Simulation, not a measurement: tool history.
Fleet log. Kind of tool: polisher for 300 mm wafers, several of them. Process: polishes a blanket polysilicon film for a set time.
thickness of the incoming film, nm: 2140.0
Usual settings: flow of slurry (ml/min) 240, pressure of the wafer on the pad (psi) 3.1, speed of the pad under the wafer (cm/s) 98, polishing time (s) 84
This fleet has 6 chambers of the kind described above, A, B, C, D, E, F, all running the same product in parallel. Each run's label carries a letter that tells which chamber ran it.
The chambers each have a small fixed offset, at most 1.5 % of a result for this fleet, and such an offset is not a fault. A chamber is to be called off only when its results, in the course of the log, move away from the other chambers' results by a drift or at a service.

run	hour	flow of slurry (ml/min)	pressure of the wafer on the pad (psi)	speed of the pad under the wafer (cm/s)	polishing time (s)	film removed (Å)
# hour 4.7: chamber D: worn pad replaced by a new one
1E	10.2	240	3.1	98	84	9007.9
2F	18.9	240	3.1	98	84	8991.8
3C	27.7	240	3.1	98	84	9027.4
4D	37.7	240	3.1	98	84	9073.0
# hour 39.6: chamber A: worn pad replaced by a new one
5B	44.2	240	3.9	66	84	7744.9
6A	51.3	240	3.9	66	84	7657.6
7B	60.4	240	3.9	66	84	7772.9
# hour 65.0: chamber F: worn pad replaced by a new one
# hour 68.9: chamber D: slurry nozzle cleaned
8C	69.4	240	3.9	66	84	7703.5
9D	76.7	240	3.9	66	84	7552.3
10F	82.1	240	3.9	66	84	7616.5
# hour 91.2: chamber B: worn pad replaced by a new one
11A	93.3	240	3.1	98	84	8939.3
# hour 99.7: chamber C: worn pad replaced by a new one
12E	104.0	240	3.1	98	84	9002.4
13B	114.2	240	3.1	98	84	9024.3
# hour 117.3: chamber C: head pressure recalibrated
# hour 121.4: chamber E: worn pad replaced by a new one
14C	121.8	200	3.1	98	84	8864.8
# hour 128.6: chamber A: worn pad replaced by a new one
15F	132.8	200	3.1	98	84	8841.3
# hour 133.1: chamber F: worn pad replaced by a new one
# hour 137.2: chamber D: worn pad replaced by a new one
16A	139.8	200	3.1	98	84	8776.6
17D	147.8	200	3.1	98	84	8807.3
# hour 150.7: chamber B: head pressure recalibrated
18E	154.4	200	3.1	98	84	8749.5
19B	164.0	200	3.1	98	84	8172.5
20D	170.1	240	3.1	78	84	7171.8
21E	176.5	240	3.1	78	84	7143.0
22F	182.1	240	3.1	78	84	7311.6
23C	190.6	240	3.1	78	84	7211.2
# hour 195.8: chamber F: worn pad replaced by a new one
24A	196.7	240	3.1	78	84	7086.2
# hour 202.9: chamber A: worn pad replaced by a new one
25E	203.9	240	3.1	78	84	7211.1
# hour 204.1: chamber C: worn pad replaced by a new one
# hour 207.5: chamber B: worn pad replaced by a new one
26C	211.4	240	3.1	98	84	9050.5
# hour 214.6: chamber E: slurry nozzle cleaned
# hour 215.3: chamber F: head pressure recalibrated
27D	218.8	240	3.1	98	84	8985.0
# hour 219.7: chamber A: head pressure recalibrated
# hour 223.8: chamber A: slurry nozzle cleaned
28A	227.1	240	3.1	98	84	8980.1
29B	235.1	240	3.1	98	84	8339.6
30F	242.0	240	3.1	98	84	9011.9
31F	252.7	240	3.1	98	84	8922.6
# hour 255.5: chamber B: slurry nozzle cleaned
# hour 257.8: chamber D: worn pad replaced by a new one
32B	260.3	240	3.1	98	84	8291.9
33E	271.0	240	3.1	98	84	9117.1
34D	276.4	240	3.1	98	84	8977.9
35C	284.2	240	3.1	98	84	9134.9
36A	289.5	240	4.1	98	99	14086.0

All 6 chambers run these settings next. Forecast each chamber's results:
37A	297.7	240	3.1	126	84	?
37B	297.7	240	3.1	126	84	?
37C	297.7	240	3.1	126	84	?
37D	297.7	240	3.1	126	84	?
37E	297.7	240	3.1	126	84	?
37F	297.7	240	3.1	126	84	?

run	film removed (Å)
37A	11492.0
37B	10724.0
37C	11564.0
37D	11696.0
37E	11602.0
37F	11543.0

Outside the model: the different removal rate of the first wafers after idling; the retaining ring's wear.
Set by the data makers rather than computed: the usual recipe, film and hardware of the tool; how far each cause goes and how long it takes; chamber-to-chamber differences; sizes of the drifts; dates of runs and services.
